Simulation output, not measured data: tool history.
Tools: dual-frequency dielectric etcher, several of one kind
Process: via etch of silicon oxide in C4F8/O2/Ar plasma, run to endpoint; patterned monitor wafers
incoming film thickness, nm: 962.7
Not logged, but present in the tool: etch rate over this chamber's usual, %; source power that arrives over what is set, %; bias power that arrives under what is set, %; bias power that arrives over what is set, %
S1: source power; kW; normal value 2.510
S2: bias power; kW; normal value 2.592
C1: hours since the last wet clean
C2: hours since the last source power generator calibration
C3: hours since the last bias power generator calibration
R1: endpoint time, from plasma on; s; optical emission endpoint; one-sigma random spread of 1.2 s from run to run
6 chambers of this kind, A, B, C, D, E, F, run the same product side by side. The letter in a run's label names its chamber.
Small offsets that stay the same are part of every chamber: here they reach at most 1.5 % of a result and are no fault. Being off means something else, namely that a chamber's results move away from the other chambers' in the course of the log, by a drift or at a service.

Run 1D, hour 7.3: usual settings; C1 625.2; C2 1887.9; C3 968.2. Result: R1 160.11 s.
Run 2A, hour 14.5: usual settings; C1 322.3; C2 414.2; C3 3261.6. Result: R1 161.85 s.
At hour 18.7: chamber C: source power generator calibrated.
Run 3B, hour 20.5: usual settings; C1 321.2; C2 1251.6; C3 1532.7. Result: R1 161.30 s.
At hour 25.6: chamber D: source power generator calibrated.
At hour 31.1: chamber D: wet clean of the chamber.
Run 4F, hour 31.2: usual settings; C1 198.1; C2 627.2; C3 1143.7. Result: R1 159.74 s.
Run 5C, hour 44.4: usual settings; C1 62.5; C2 25.8; C3 735.4. Result: R1 159.23 s.
Run 6E, hour 57.5: usual settings; C1 227.2; C2 2070.7; C3 4870.7. Result: R1 161.45 s.
Run 7A, hour 70.8: usual settings; C1 378.6; C2 470.5; C3 3317.9. Result: R1 159.90 s.
Run 8C, hour 84.2: usual settings; C1 102.3; C2 65.6; C3 775.2. Result: R1 161.47 s.
Run 9E, hour 94.9: usual settings; C1 264.6; C2 2108.1; C3 4908.1. Result: R1 161.18 s.
Run 10F, hour 105.9: usual settings; C1 272.8; C2 701.9; C3 1218.4. Result: R1 157.44 s.
Run 11B, hour 115.6: usual settings; C1 416.3; C2 1346.7; C3 1627.8. Result: R1 160.61 s.
Run 12D, hour 123.7: usual settings; C1 92.6; C2 98.2; C3 1084.6. Result: R1 161.47 s.
At hour 132.1: chamber B: wet clean of the chamber.
Run 13A, hour 134.2: usual settings; C1 442.0; C2 533.9; C3 3381.3. Result: R1 158.22 s.
Run 14E, hour 146.7: usual settings; C1 316.4; C2 2159.9; C3 4959.9. Result: R1 160.25 s.
Run 15F, hour 159.0: usual settings but S2 3.053 kW; C1 325.9; C2 755.0; C3 1271.5. Result: R1 152.23 s.
Run 16C, hour 172.4: usual settings but S2 3.053 kW; C1 190.5; C2 153.8; C3 863.4. Result: R1 153.86 s.
At hour 179.1: chamber A: wet clean of the chamber.
Run 17B, hour 180.8: usual settings but S2 3.053 kW; C1 48.8; C2 1411.9; C3 1693.0. Result: R1 151.12 s.
Run 18D, hour 194.2: usual settings but S2 3.053 kW; C1 163.1; C2 168.7; C3 1155.1. Result: R1 152.42 s.
Run 19C, hour 204.5: usual settings but S2 3.053 kW; C1 222.6; C2 185.9; C3 895.5. Result: R1 153.97 s.
At hour 212.9: chamber E: wet clean of the chamber.
Run 20D, hour 215.0: usual settings but S2 3.053 kW; C1 183.9; C2 189.5; C3 1175.9. Result: R1 152.28 s.
Run 21B, hour 227.9: usual settings; C1 95.9; C2 1459.0; C3 1740.1. Result: R1 159.76 s.
Run 22E, hour 237.4: usual settings; C1 24.6; C2 2250.6; C3 5050.6. Result: R1 161.07 s.
Run 23A, hour 249.6: usual settings; C1 70.6; C2 649.3; C3 3496.7. Result: R1 160.98 s.
Run 24F, hour 257.8: usual settings; C1 424.7; C2 853.8; C3 1370.3. Result: R1 159.70 s.
Run 25B, hour 269.3: usual settings; C1 137.3; C2 1500.4; C3 1781.5. Result: R1 162.80 s.
Run 26A, hour 279.9: usual settings; C1 100.9; C2 679.6; C3 3527.0. Result: R1 162.64 s.
Run 27C, hour 285.8: usual settings; C1 303.9; C2 267.2; C3 976.8. Result: R1 160.54 s.
Run 28E, hour 298.1: usual settings; C1 85.3; C2 2311.3; C3 5111.3. Result: R1 159.93 s.
Run 29F, hour 311.1: usual settings; C1 478.0; C2 907.1; C3 1423.6. Result: R1 160.08 s.
Run 30D, hour 323.6: usual settings; C1 292.5; C2 298.1; C3 1284.5. Result: R1 160.07 s.
Run 31A, hour 330.2: usual settings; C1 151.2; C2 729.9; C3 3577.3. Result: R1 159.83 s.
Run 32C, hour 343.7: usual settings; C1 361.8; C2 325.1; C3 1034.7. Result: R1 160.05 s.
At hour 346.7: chamber E: bias power generator calibrated.
Run 33F, hour 352.9: usual settings; C1 519.8; C2 948.9; C3 1465.4. Result: R1 159.05 s.
Run 34D, hour 364.1: usual settings; C1 333.0; C2 338.6; C3 1325.0. Result: R1 160.88 s.
Run 35E, hour 374.4: usual settings; C1 161.6; C2 2387.6; C3 27.8. Result: R1 161.09 s.
At hour 374.5: chamber D: bias power generator calibrated.
At hour 374.5: chamber C: wet clean of the chamber.
Run 36B, hour 386.0: usual settings; C1 254.0; C2 1617.1; C3 1898.2. Result: R1 161.58 s.
Run 37A, hour 398.1: usual settings; C1 219.1; C2 797.8; C3 3645.2. Result: R1 162.86 s.
Run 38D, hour 405.6: usual settings; C1 374.5; C2 380.1; C3 31.1. Result: R1 161.17 s.
Run 39B, hour 414.3: usual settings; C1 282.3; C2 1645.4; C3 1926.5. Result: R1 160.22 s.
Run 40C, hour 423.9: usual settings; C1 49.5; C2 405.3; C3 1114.9. Result: R1 160.51 s.

Predict what each chamber gives when all 6 of them run the settings below next.
Run 41A, hour 433.6: usual settings but S2 3.116 kW. Result: R1 ?.
Run 41B, hour 433.6: usual settings but S2 3.116 kW. Result: R1 ?.
Run 41C, hour 433.6: usual settings but S2 3.116 kW. Result: R1 ?.
Run 41D, hour 433.6: usual settings but S2 3.116 kW. Result: R1 ?.
Run 41E, hour 433.6: usual settings but S2 3.116 kW. Result: R1 ?.
Run 41F, hour 433.6: usual settings but S2 3.116 kW. Result: R1 ?.

run      R1
41A  150.41
41B  153.94
41C  152.36
41D  151.73
41E  152.21
41F  150.39
